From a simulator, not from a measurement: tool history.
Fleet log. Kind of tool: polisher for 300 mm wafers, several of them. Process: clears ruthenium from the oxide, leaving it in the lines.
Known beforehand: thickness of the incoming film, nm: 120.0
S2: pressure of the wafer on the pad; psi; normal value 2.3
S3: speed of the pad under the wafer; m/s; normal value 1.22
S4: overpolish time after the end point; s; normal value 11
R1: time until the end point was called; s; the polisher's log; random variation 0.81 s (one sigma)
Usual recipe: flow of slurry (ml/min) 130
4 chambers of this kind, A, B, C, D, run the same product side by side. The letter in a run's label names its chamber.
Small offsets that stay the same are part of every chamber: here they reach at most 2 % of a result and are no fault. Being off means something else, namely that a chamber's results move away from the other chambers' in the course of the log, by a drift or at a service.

-- hour=2.1 chamber C: slurry nozzle cleaned
-- hour=3.1 chamber D: worn pad replaced by a new one
run 1C hour=6.7 | flow_of_slurry_(ml/min)=130 S2=2.3 S3=1.22 S4=11 | R1=69.678
-- hour=11.4 chamber A: head pressure recalibrated
run 2D hour=14.6 | flow_of_slurry_(ml/min)=130 S2=2.3 S3=1.22 S4=11 | R1=69.883
run 3A hour=20.6 | flow_of_slurry_(ml/min)=130 S2=2.3 S3=1.22 S4=11 | R1=70.315
run 4B hour=29.6 | flow_of_slurry_(ml/min)=130 S2=2.3 S3=1.22 S4=11 | R1=69.516
-- hour=35.0 chamber C: worn pad replaced by a new one
run 5C hour=38.7 | flow_of_slurry_(ml/min)=130 S2=2.3 S3=1.22 S4=11 | R1=70.274
run 6A hour=44.8 | flow_of_slurry_(ml/min)=130 S2=2.3 S3=1.22 S4=11 | R1=71.324
run 7D hour=53.9 | flow_of_slurry_(ml/min)=130 S2=2.3 S3=1.22 S4=11 | R1=70.569
run 8B hour=58.5 | flow_of_slurry_(ml/min)=130 S2=2.3 S3=1.22 S4=11 | R1=70.074
-- hour=60.6 chamber B: worn pad replaced by a new one
-- hour=64.1 chamber D: worn pad replaced by a new one
run 9C hour=66.2 | flow_of_slurry_(ml/min)=130 S2=2.3 S3=1.22 S4=11 | R1=70.237
run 10D hour=74.9 | flow_of_slurry_(ml/min)=130 S2=2.3 S3=1.22 S4=11 | R1=70.498
-- hour=76.7 chamber A: slurry nozzle cleaned
run 11A hour=81.0 | flow_of_slurry_(ml/min)=130 S2=2.3 S3=1.22 S4=11 | R1=72.943
run 12B hour=87.7 | flow_of_slurry_(ml/min)=130 S2=2.3 S3=1.22 S4=11 | R1=69.875
run 13A hour=93.2 | flow_of_slurry_(ml/min)=130 S2=2.3 S3=0.94 S4=11 | R1=94.844
run 14D hour=101.7 | flow_of_slurry_(ml/min)=130 S2=2.3 S3=0.94 S4=11 | R1=91.441
-- hour=102.6 chamber C: worn pad replaced by a new one
run 15B hour=109.8 | flow_of_slurry_(ml/min)=130 S2=2.3 S3=0.94 S4=11 | R1=91.571
-- hour=115.7 chamber D: worn pad replaced by a new one
run 16C hour=118.9 | flow_of_slurry_(ml/min)=130 S2=2.3 S3=0.94 S4=11 | R1=94.133
run 17D hour=126.0 | flow_of_slurry_(ml/min)=130 S2=2.3 S3=1.22 S4=11 | R1=70.497
run 18A hour=133.6 | flow_of_slurry_(ml/min)=130 S2=2.3 S3=1.22 S4=11 | R1=74.743
-- hour=136.4 chamber B: slurry nozzle cleaned
run 19C hour=141.4 | flow_of_slurry_(ml/min)=130 S2=2.3 S3=1.22 S4=11 | R1=71.901
-- hour=143.7 chamber B: worn pad replaced by a new one
run 20B hour=150.3 | flow_of_slurry_(ml/min)=130 S2=2.3 S3=1.22 S4=11 | R1=70.827
run 21A hour=156.3 | flow_of_slurry_(ml/min)=130 S2=2.3 S3=1.22 S4=11 | R1=76.789
-- hour=162.4 chamber D: worn pad replaced by a new one
run 22D hour=163.6 | flow_of_slurry_(ml/min)=130 S2=2.3 S3=1.22 S4=17 | R1=71.027
-- hour=165.3 chamber C: worn pad replaced by a new one
run 23B hour=168.9 | flow_of_slurry_(ml/min)=130 S2=2.3 S3=1.22 S4=17 | R1=69.916
run 24C hour=178.0 | flow_of_slurry_(ml/min)=130 S2=2.3 S3=1.22 S4=17 | R1=71.058
run 25A hour=185.8 | flow_of_slurry_(ml/min)=130 S2=2.3 S3=1.22 S4=17 | R1=78.144
run 26C hour=191.9 | flow_of_slurry_(ml/min)=130 S2=2.3 S3=1.22 S4=11 | R1=71.882

Which is it: a chamber that has drifted or been left off by a service, a gauge drift common to all chambers, or only each chamber's usual small offset? If a chamber is off, name it and its likeliest cause.

One chamber, A, drifts off from the rest bit by bit.
Cause: removal rate lost through wear of the pad, % = 11.9.
The log might look much the same if the cause were instead: head's pressure below its setpoint, %.

Chamber A could run next with any of the 4 candidate recipes listed below; each alters the usual settings, and their results appear as question marks. Which one brings its results back in line with what the other chambers deliver on the usual settings?
In-line tolerance around the mean of the other chambers on the usual settings: R1 2.900 s
run 27A-1 hour=199.3 | flow_of_slurry_(ml/min)=125 S2=2.3 S3=1.08 S4=11 | R1=?
run 27A-2 hour=199.3 | flow_of_slurry_(ml/min)=130 S2=2.4 S3=1.22 S4=11 | R1=?
run 27A-3 hour=199.3 | flow_of_slurry_(ml/min)=100 S2=2.3 S3=1.22 S4=11 | R1=?
run 27A-4 hour=199.3 | flow_of_slurry_(ml/min)=135 S2=2.3 S3=1.36 S4=11 | R1=?

The other chambers' mean on the usual settings: R1 70.518 s
run=27A-1 R1=91.140
run=27A-2 R1=76.630
run=27A-3 R1=84.715
run=27A-4 R1=71.096
27A-4 puts the chamber back in line with the other chambers.
